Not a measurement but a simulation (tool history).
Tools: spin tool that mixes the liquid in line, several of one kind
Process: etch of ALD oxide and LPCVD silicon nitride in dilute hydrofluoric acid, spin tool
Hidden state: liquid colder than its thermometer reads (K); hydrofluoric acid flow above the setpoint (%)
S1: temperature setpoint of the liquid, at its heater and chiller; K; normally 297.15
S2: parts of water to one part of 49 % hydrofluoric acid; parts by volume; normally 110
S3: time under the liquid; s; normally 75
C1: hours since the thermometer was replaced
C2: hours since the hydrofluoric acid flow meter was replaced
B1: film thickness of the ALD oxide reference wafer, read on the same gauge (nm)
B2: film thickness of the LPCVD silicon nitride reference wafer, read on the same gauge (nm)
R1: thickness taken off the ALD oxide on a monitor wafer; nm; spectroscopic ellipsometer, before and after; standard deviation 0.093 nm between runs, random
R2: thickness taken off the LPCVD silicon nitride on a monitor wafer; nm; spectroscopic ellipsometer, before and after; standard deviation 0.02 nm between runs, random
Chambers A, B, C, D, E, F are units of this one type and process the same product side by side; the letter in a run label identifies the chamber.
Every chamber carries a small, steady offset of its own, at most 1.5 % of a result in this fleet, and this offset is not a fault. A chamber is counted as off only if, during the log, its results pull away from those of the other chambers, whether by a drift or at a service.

run,hour,S1,S2,S3,C1,C2,B1,B2,R1,R2
1E,5.9,297.15,110,75,1276.9,100.2,149.98,150.01,10.138,0.31452
2B,11.4,297.15,110,75,1290.7,412.1,150.01,150,10.076,0.31095
3A,19,297.15,110,75,1050.1,735.4,150.03,150,10.188,0.35848
4C,25.4,297.15,110,75,1807.1,1341.9,150.02,150,10.045,0.30758
5D,29.8,297.15,110,75,1780,926.4,149.99,150.01,10.017,0.3533
6F,38.9,297.15,110,75,253,246.3,149.98,150,10.124,0.28579
7A,47.3,297.15,110,75,1078.4,763.7,150.03,150.02,10.054,0.30856
8B,54.3,297.15,110,75,1333.6,455,150.03,149.99,9.912,0.35023
9C,61.1,297.15,110,75,1842.8,1377.6,149.97,149.99,10.039,0.29943
10E,66.4,297.15,110,75,1337.4,160.7,150.01,150.02,10.171,0.37045
11F,75.7,297.15,110,75,289.8,283.1,150,150,10.402,0.3588
12D,83.5,297.15,110,75,1833.7,980.1,149.98,150.05,10.042,0.31591
13B,90.8,293.15,110,75,1370.1,491.5,150.01,150.02,8.5445,0.22572
# hour 94.9: chamber C: thermometer replaced
14A,95.2,293.15,110,75,1126.3,811.6,150.02,149.99,8.6075,0.23656
# hour 95.6: chamber C: hydrofluoric acid flow meter replaced
15F,101.6,293.15,110,75,315.7,309,150.04,150,8.9273,0.25163
16E,111.1,293.15,110,75,1382.1,205.4,150,150,8.7188,0.22219
17D,116.1,293.15,110,75,1866.3,1012.7,149.99,150.03,8.6068,0.23316
18C,124.6,293.15,110,75,29.8,29.1,150.02,150.01,8.4987,0.24415
19C,132.7,297.15,110,75,37.9,37.2,150.02,150.01,10.133,0.36387
20E,137.9,301.15,110,75,1408.9,232.2,150,149.96,11.605,0.42971
21A,145.5,301.15,110,75,1176.6,861.9,149.98,150.02,11.955,0.41572
22D,154.1,301.15,110,75,1904.3,1050.7,149.97,150.01,11.573,0.45425
23B,160.6,301.15,110,75,1439.9,561.3,150.01,150.01,11.813,0.41369
24F,167.1,301.15,110,75,381.2,374.5,149.96,149.97,12.385,0.44842
25F,172.7,301.15,110,75,386.8,380.1,149.98,149.99,12.132,0.44207
26B,177.6,297.15,110,75,1456.9,578.3,150.01,150.02,10.074,0.30945
27A,184.6,297.15,110,75,1215.7,901,150,150.02,10.25,0.31934
28D,189.7,297.15,110,75,1939.9,1086.3,150.01,150.01,10.144,0.31269
29E,199.4,297.15,110,75,1470.4,293.7,150,150.01,10.195,0.31196
30C,207.6,297.15,110,75,112.8,112.1,150.02,150.02,10.09,0.34972
# hour 210.4: chamber B: hydrofluoric acid flow meter replaced
31A,216.2,297.15,110,75,1247.3,932.6,150.01,150.01,10.042,0.35841
32D,222.8,297.15,110,75,1973,1119.4,150,149.97,9.9132,0.34383
# hour 224.7: chamber B: thermometer replaced
33B,231.5,297.15,110,75,6.8,21.2,150.02,150.02,10.11,0.3283
34C,237.8,297.15,110,75,143,142.3,149.97,149.99,10.155,0.30984
35E,244.7,297.15,110,75,1515.7,339,149.98,149.96,10.142,0.34409
36F,251.2,297.15,110,75,465.3,458.6,150,150,11.199,0.36324

For the next run the whole fleet of 6 chambers uses the same settings. Give each chamber's results:
37A,258.2,295.65,110,75,,,,,?,?
37B,258.2,295.65,110,75,,,,,?,?
37C,258.2,295.65,110,75,,,,,?,?
37D,258.2,295.65,110,75,,,,,?,?
37E,258.2,295.65,110,75,,,,,?,?
37F,258.2,295.65,110,75,,,,,?,?

run,R1,R2
37A,9.3074,0.27702
37B,9.6006,0.30232
37C,9.4638,0.29087
37D,9.4275,0.29805
37E,9.2604,0.28471
37F,10.337,0.30905
